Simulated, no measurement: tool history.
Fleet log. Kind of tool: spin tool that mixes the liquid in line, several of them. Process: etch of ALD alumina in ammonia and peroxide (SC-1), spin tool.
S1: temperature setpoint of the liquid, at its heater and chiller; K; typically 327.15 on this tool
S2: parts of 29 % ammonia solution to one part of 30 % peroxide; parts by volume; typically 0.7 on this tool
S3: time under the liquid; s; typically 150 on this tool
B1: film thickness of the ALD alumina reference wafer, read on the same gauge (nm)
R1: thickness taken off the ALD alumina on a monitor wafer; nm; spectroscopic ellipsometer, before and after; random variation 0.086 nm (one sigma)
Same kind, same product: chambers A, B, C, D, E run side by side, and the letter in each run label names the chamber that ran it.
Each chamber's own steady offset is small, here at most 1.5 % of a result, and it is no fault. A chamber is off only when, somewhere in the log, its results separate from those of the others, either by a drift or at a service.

{"run": "1D", "hour": 10.8, "S1": 327.15, "S2": 0.7, "S3": 150, "B1": 119.98, "R1": 8.9556}
{"hour": 12.3, "done": "chamber B: new drum of ammonia solution connected"}
{"hour": 19.3, "done": "chamber A: new drum of ammonia solution connected"}
{"run": "2C", "hour": 23.7, "S1": 327.15, "S2": 0.7, "S3": 150, "B1": 120.07, "R1": 9.2631}
{"run": "3B", "hour": 35.5, "S1": 327.15, "S2": 0.7, "S3": 150, "B1": 120, "R1": 9.2447}
{"run": "4A", "hour": 47.3, "S1": 327.15, "S2": 0.7, "S3": 150, "B1": 120.01, "R1": 9.1266}
{"hour": 50.2, "done": "chamber D: heated supply line repaired"}
{"run": "5E", "hour": 60.7, "S1": 327.15, "S2": 0.7, "S3": 150, "B1": 119.98, "R1": 9.2034}
{"run": "6C", "hour": 68.3, "S1": 327.15, "S2": 0.7, "S3": 150, "B1": 120.01, "R1": 9.1017}
{"run": "7E", "hour": 81.0, "S1": 327.15, "S2": 0.7, "S3": 150, "B1": 120.05, "R1": 9.287}
{"run": "8B", "hour": 92.5, "S1": 319.65, "S2": 0.45, "S3": 150, "B1": 119.98, "R1": 5.7017}
{"run": "9D", "hour": 104.7, "S1": 319.65, "S2": 0.45, "S3": 150, "B1": 119.97, "R1": 5.6717}
{"run": "10A", "hour": 115.1, "S1": 319.65, "S2": 0.45, "S3": 150, "B1": 120.02, "R1": 5.7393}
{"hour": 120.2, "done": "chamber D: ammonia flow meter replaced"}
{"run": "11B", "hour": 126.2, "S1": 319.65, "S2": 0.45, "S3": 150, "B1": 120.04, "R1": 5.6055}
{"run": "12C", "hour": 137.7, "S1": 319.65, "S2": 0.45, "S3": 150, "B1": 120.03, "R1": 5.9395}
{"run": "13D", "hour": 150.5, "S1": 327.15, "S2": 0.7, "S3": 150, "B1": 120.01, "R1": 8.9607}
{"run": "14A", "hour": 159.4, "S1": 327.15, "S2": 0.7, "S3": 150, "B1": 120.03, "R1": 9.2051}
{"hour": 171.2, "done": "chamber C: new drum of ammonia solution connected"}
{"run": "15E", "hour": 171.2, "S1": 327.15, "S2": 0.7, "S3": 150, "B1": 119.97, "R1": 9.2648}
{"hour": 176.8, "done": "chamber D: new drum of ammonia solution connected"}
{"run": "16A", "hour": 179.7, "S1": 327.15, "S2": 0.7, "S3": 150, "B1": 120, "R1": 9.1505}
{"run": "17E", "hour": 186.5, "S1": 327.15, "S2": 0.7, "S3": 150, "B1": 119.98, "R1": 9.4337}
{"run": "18D", "hour": 198.1, "S1": 327.15, "S2": 0.7, "S3": 150, "B1": 119.97, "R1": 9.1851}
{"run": "19B", "hour": 206.3, "S1": 327.15, "S2": 0.7, "S3": 150, "B1": 120, "R1": 8.5509}
{"run": "20C", "hour": 213.5, "S1": 327.15, "S2": 0.7, "S3": 150, "B1": 120.03, "R1": 9.1258}
{"run": "21C", "hour": 220.7, "S1": 327.15, "S2": 0.7, "S3": 150, "B1": 119.96, "R1": 9.3434}
{"run": "22D", "hour": 226.9, "S1": 327.15, "S2": 0.7, "S3": 150, "B1": 120, "R1": 8.9255}
{"run": "23E", "hour": 238.2, "S1": 327.15, "S2": 0.7, "S3": 150, "B1": 120.07, "R1": 9.1589}
{"run": "24A", "hour": 246.7, "S1": 327.15, "S2": 0.7, "S3": 150, "B1": 120.03, "R1": 9.0747}
{"run": "25B", "hour": 258.9, "S1": 327.15, "S2": 0.7, "S3": 150, "B1": 120.09, "R1": 8.3665}
{"run": "26B", "hour": 266.0, "S1": 327.15, "S2": 0.7, "S3": 150, "B1": 119.98, "R1": 8.3194}
{"run": "27A", "hour": 273.0, "S1": 321.15, "S2": 1.05, "S3": 150, "B1": 120, "R1": 6.8345}
{"run": "28E", "hour": 286.2, "S1": 321.15, "S2": 1.05, "S3": 150, "B1": 120.03, "R1": 6.9291}
{"run": "29D", "hour": 297.2, "S1": 321.15, "S2": 1.05, "S3": 150, "B1": 119.97, "R1": 6.6692}
{"run": "30C", "hour": 310.6, "S1": 321.15, "S2": 1.05, "S3": 150, "B1": 120.02, "R1": 6.9194}
{"hour": 312.7, "done": "chamber E: new drum of ammonia solution connected"}
{"hour": 318.7, "done": "chamber A: new drum of ammonia solution connected"}
{"run": "31B", "hour": 324.3, "S1": 321.15, "S2": 1.05, "S3": 150, "B1": 120.01, "R1": 6.099}
{"run": "32D", "hour": 336.2, "S1": 327.15, "S2": 0.7, "S3": 150, "B1": 119.97, "R1": 9.0506}
{"run": "33E", "hour": 344.8, "S1": 327.15, "S2": 0.7, "S3": 150, "B1": 120.02, "R1": 9.2227}
{"run": "34A", "hour": 351.7, "S1": 327.15, "S2": 0.7, "S3": 150, "B1": 120, "R1": 9.0717}
{"run": "35C", "hour": 360.0, "S1": 327.15, "S2": 0.7, "S3": 150, "B1": 120.03, "R1": 9.2296}
{"run": "36E", "hour": 372.7, "S1": 327.15, "S2": 0.7, "S3": 150, "B1": 120.02, "R1": 9.082}
{"run": "37D", "hour": 381.3, "S1": 327.15, "S2": 0.7, "S3": 150, "B1": 119.99, "R1": 8.9384}
{"run": "38B", "hour": 392.9, "S1": 327.15, "S2": 0.7, "S3": 150, "B1": 120.03, "R1": 7.9484}

All 5 chambers run these settings next. Forecast each chamber's results:
{"run": "39A", "hour": 402.7, "S1": 323.15, "S2": 0.7, "S3": 150, "R1": "?"}
{"run": "39B", "hour": 402.7, "S1": 323.15, "S2": 0.7, "S3": 150, "R1": "?"}
{"run": "39C", "hour": 402.7, "S1": 323.15, "S2": 0.7, "S3": 150, "R1": "?"}
{"run": "39D", "hour": 402.7, "S1": 323.15, "S2": 0.7, "S3": 150, "R1": "?"}
{"run": "39E", "hour": 402.7, "S1": 323.15, "S2": 0.7, "S3": 150, "R1": "?"}

run=39A R1=7.4983
run=39B R1=6.3941
run=39C R1=7.3793
run=39D R1=7.2654
run=39E R1=7.4333
